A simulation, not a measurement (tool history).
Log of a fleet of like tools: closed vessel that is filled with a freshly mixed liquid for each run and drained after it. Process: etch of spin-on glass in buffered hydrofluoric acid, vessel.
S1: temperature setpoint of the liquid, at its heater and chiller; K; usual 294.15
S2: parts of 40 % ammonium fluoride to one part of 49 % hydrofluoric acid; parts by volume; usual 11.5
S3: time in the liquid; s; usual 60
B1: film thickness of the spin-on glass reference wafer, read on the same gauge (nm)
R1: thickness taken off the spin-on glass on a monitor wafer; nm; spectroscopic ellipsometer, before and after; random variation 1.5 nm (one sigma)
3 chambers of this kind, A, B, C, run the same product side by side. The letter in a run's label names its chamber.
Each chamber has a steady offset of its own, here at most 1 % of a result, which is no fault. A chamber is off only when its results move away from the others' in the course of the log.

run	hour	S1	S2	S3	B1	R1
1A	3	294.15	11.5	60	89.997	190.35
2C	6.5	294.15	11.5	60	90.002	194.23
3B	10.2	294.15	11.5	60	89.995	189.85
4C	15.5	294.15	11.5	60	90.011	190.17
5A	18.1	294.15	11.5	60	89.98	189.95
6B	20.8	294.15	11.5	60	90.005	190
7C	23.4	294.15	11.5	60	89.999	192.22
8B	28.2	294.15	11.5	60	89.985	188.5
9A	32.4	294.15	11.5	60	89.971	189.84
10B	37.1	294.15	11.5	60	89.983	192.01
11A	42.5	294.15	11.5	60	90.031	191.44
12C	48	294.15	11.5	60	90.008	192.47
13C	53.1	294.15	11.5	60	89.997	191.96
14A	56.3	294.15	11.5	60	90.013	190.89
15B	61.5	294.15	11.5	60	89.988	191.32
16A	66.2	294.15	11.5	60	89.987	190.51
17C	71.5	294.15	11.5	60	90.015	190.77
18B	74.4	294.15	11.5	60	90.001	190.15
19B	78.8	290.15	11.5	60	90.006	154.95
20C	82.9	290.15	11.5	60	89.984	153.51
21A	86.2	290.15	11.5	60	89.986	151.18
22A	91.1	294.15	11.5	60	89.997	191.5
23C	94.5	294.15	11.5	60	89.992	194.31
24B	99	294.15	11.5	60	90.013	191.42
25B	103.5	294.15	11.5	60	90.002	187.71
26A	106.4	294.15	11.5	60	89.995	192.99
27C	109.9	294.15	11.5	60	90	193.58
28C	112.6	294.15	11.5	60	90.015	190.67
29B	118.3	294.15	11.5	60	90.018	190.69
30A	123.9	294.15	11.5	60	90.016	190.18
31C	128.3	294.15	11.5	60	90.01	191.97
32B	133.1	294.15	11.5	60	90.002	190.72
33A	138.1	294.15	11.5	60	89.994	190.13
34A	143.5	294.15	11.5	60	90.02	189.94
35B	146.8	294.15	11.5	60	90.008	192.43
36C	151.9	294.15	11.5	60	90.006	191.79
37C	155.8	294.15	16	60	89.989	139.06
38A	159.7	294.15	16	60	90.023	139.45

Next, every chamber runs the same settings. What will each give?
39A	163.8	296.15	11.5	60		?
39B	163.8	296.15	11.5	60		?
39C	163.8	296.15	11.5	60		?

run	R1
39A	212.06
39B	213.03
39C	215.94
